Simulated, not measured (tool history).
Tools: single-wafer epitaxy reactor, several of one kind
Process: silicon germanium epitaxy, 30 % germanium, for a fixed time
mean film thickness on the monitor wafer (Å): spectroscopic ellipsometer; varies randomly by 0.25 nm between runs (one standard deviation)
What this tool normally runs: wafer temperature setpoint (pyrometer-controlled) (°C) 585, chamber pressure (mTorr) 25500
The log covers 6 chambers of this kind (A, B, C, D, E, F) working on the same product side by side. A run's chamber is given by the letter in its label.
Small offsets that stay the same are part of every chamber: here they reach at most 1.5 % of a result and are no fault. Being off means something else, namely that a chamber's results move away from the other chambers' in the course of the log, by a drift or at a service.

run	hour	wafer temperature setpoint (pyrometer-controlled) (°C)	chamber pressure (mTorr)	read-back reference wafer on the same gauge, thickness_nm	mean film thickness on the monitor wafer (Å)
1F	10.2	585	25500	47.168	497
2A	23.1	585	25500	47.05	493.32
3D	32.4	585	25500	47.064	486.48
4C	45.7	585	25500	47.131	493.04
5B	59.5	585	25500	47.038	492.58
6E	70.4	585	25500	47.139	492.52
7F	83.4	585	25500	47.101	494.49
8D	94.4	585	25500	47.096	485.85
9E	102.5	585	25500	47.117	495.4
10C	114	585	27800	47.131	499.41
11B	127.9	585	27800	47.174	511.36
12A	139.2	585	27800	47.164	513.17
13F	150.5	585	27800	47.155	514.73
14D	164.5	585	27800	47.188	502.48
15A	173.2	585	27800	47.116	511.83
16C	183.3	585	25500	47.033	488.93
17E	193.4	585	25500	47.103	493.17
# hour 205.4: chamber F: pyrometer calibrated
18B	206.1	585	25500	47.102	499.68
19B	219.4	585	25500	47.06	493.47
20A	233.5	585	25500	47.112	491.17
21F	242.3	585	25500	47.099	465.55
22D	251	585	25500	47.113	488.03
23E	265.7	585	25500	47.138	488.27
24C	273.1	585	25500	47.103	488.86
# hour 283.1: chamber E: pyrometer calibrated
25F	286	585	25500	47.093	466.65
26E	294.6	585	25500	47.152	483.72
27D	305.4	585	25500	47.039	489.51
28C	315.9	585	25500	47.183	489.22
# hour 321.3: chamber A: capacitance manometer re-zeroed and calibrated
29B	331.7	585	25500	47.041	500.77
30A	346.1	585	25500	47.079	487.63
31E	357.9	597	31000	47.104	666.91
32D	369.8	597	31000	47.103	656.08
# hour 370.2: chamber A: pyrometer calibrated
33B	378	597	31000	47.083	664.22
34A	385.9	597	31000	47.138	665.76
35C	394.5	597	31000	47.091	666.34
36F	401.9	597	31000	47.062	641.98
37A	411.3	585	25500	47.12	488.87
38E	423.3	585	25500	47.062	490.68
39D	438.2	585	25500	47.069	478.96
40B	445.2	585	25500	47.095	495.51
41C	458.1	585	25500	47.105	483.16
42F	469.8	585	25500	47.167	467.75
43A	481.2	585	25500	47.03	488.92

Is one chamber out of step, is the gauge drifting, or do the chambers differ by no more than their own small offsets? For an off chamber, give its letter and the likeliest cause.

After it was serviced, chamber F no longer matches the other chambers.
Likeliest cause: wafer temperature below the value expected at the setpoint (K) = 3.

Below are 4 candidate recipes for chamber F's next run, each the usual settings with a change, their results shown as question marks. Which of them brings F's results back in line with what the other chambers give on the usual settings?
In-line tolerance around the mean of the other chambers on the usual settings: mean film thickness on the monitor wafer (Å) 8.6
44F-1	492.6	587	25800		?
44F-2	492.6	585	20400		?
44F-3	492.6	589	26100		?
44F-4	492.6	583	25200		?

The mean the other chambers reach with the usual settings: mean film thickness on the monitor wafer (Å) 489.79
run	mean film thickness on the monitor wafer (Å)
44F-1	488.13
44F-2	428.67
44F-3	509.52
44F-4	447.68
44F-1 is the one that brings the chamber's results back in line with the other chambers.
